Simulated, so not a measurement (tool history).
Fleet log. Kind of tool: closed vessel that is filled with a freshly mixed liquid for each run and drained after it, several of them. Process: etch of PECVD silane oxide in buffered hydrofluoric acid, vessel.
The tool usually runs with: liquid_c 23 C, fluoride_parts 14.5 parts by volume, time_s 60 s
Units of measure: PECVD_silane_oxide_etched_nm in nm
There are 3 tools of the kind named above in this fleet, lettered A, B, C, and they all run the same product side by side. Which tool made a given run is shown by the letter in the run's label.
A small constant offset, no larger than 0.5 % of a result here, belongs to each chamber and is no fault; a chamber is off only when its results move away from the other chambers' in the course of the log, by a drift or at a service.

| run | hour | liquid_c | fluoride_parts | time_s | hours since the thermometer was replaced | hours since the hydrofluoric acid flow meter was replaced | read-back film thickness of the PECVD silane oxide reference wafer, read on the same gauge (nm) | PECVD_silane_oxide_etched_nm |
|---|---|---|---|---|---|---|---|---|
| 1C | 9.8 | 23 | 14.5 | 60 | 1512.0 | 1581.3 | 79.991 | 154.43 |
| 2A | 14.9 | 23 | 14.5 | 60 | 2502.4 | 410.7 | 79.991 | 157.45 |
| 3B | 21.7 | 23 | 14.5 | 60 | 311.5 | 614.6 | 80.005 | 155.87 |
| 4C | 26.4 | 23 | 14.5 | 60 | 1528.6 | 1597.9 | 80.000 | 157.12 |
| 5A | 36.3 | 23 | 14.5 | 60 | 2523.8 | 432.1 | 79.989 | 157.55 |
| 6B | 41.7 | 23 | 14.5 | 60 | 331.5 | 634.6 | 80.026 | 157.18 |
|  | 47.7 | chamber C: thermometer replaced |
| 7B | 50.3 | 23 | 14.5 | 60 | 340.1 | 643.2 | 79.994 | 156.62 |
| 8C | 59.2 | 23 | 14.5 | 60 | 11.5 | 1630.7 | 79.997 | 155.60 |
| 9A | 63.9 | 23 | 14.5 | 60 | 2551.4 | 459.7 | 80.007 | 158.58 |
| 10B | 73.6 | 23 | 14.5 | 60 | 363.4 | 666.5 | 80.000 | 158.87 |
| 11A | 81.3 | 23 | 14.5 | 60 | 2568.8 | 477.1 | 80.038 | 156.19 |
| 12C | 89.3 | 23 | 14.5 | 60 | 41.6 | 1660.8 | 79.987 | 155.76 |
| 13A | 94.8 | 23 | 14.5 | 60 | 2582.3 | 490.6 | 80.012 | 156.60 |
| 14B | 101.9 | 23 | 14.5 | 60 | 391.7 | 694.8 | 80.002 | 156.59 |
|  | 107.2 | chamber A: thermometer replaced |
| 15C | 111.3 | 23 | 11.0 | 60 | 63.6 | 1682.8 | 79.961 | 204.52 |
| 16B | 121.3 | 23 | 11.0 | 60 | 411.1 | 714.2 | 79.989 | 207.45 |
| 17A | 126.4 | 23 | 11.0 | 60 | 19.2 | 522.2 | 80.014 | 204.80 |
| 18C | 134.1 | 23 | 14.5 | 60 | 86.4 | 1705.6 | 79.977 | 156.43 |
| 19B | 144.7 | 23 | 14.5 | 60 | 434.5 | 737.6 | 79.992 | 157.45 |
| 20C | 149.3 | 23 | 14.5 | 60 | 101.6 | 1720.8 | 79.979 | 156.64 |
| 21A | 159.9 | 23 | 14.5 | 60 | 52.7 | 555.7 | 79.988 | 157.43 |
| 22B | 169.8 | 23 | 9.5 | 60 | 459.6 | 762.7 | 80.022 | 233.06 |

Does one chamber stand apart from the rest, does the shared gauge drift, or is all well apart from small per-chamber offsets? Give the chamber and the most likely cause, where there is one.

The fleet is healthy, with each chamber sitting at its usual small offset and no drift in the gauge.

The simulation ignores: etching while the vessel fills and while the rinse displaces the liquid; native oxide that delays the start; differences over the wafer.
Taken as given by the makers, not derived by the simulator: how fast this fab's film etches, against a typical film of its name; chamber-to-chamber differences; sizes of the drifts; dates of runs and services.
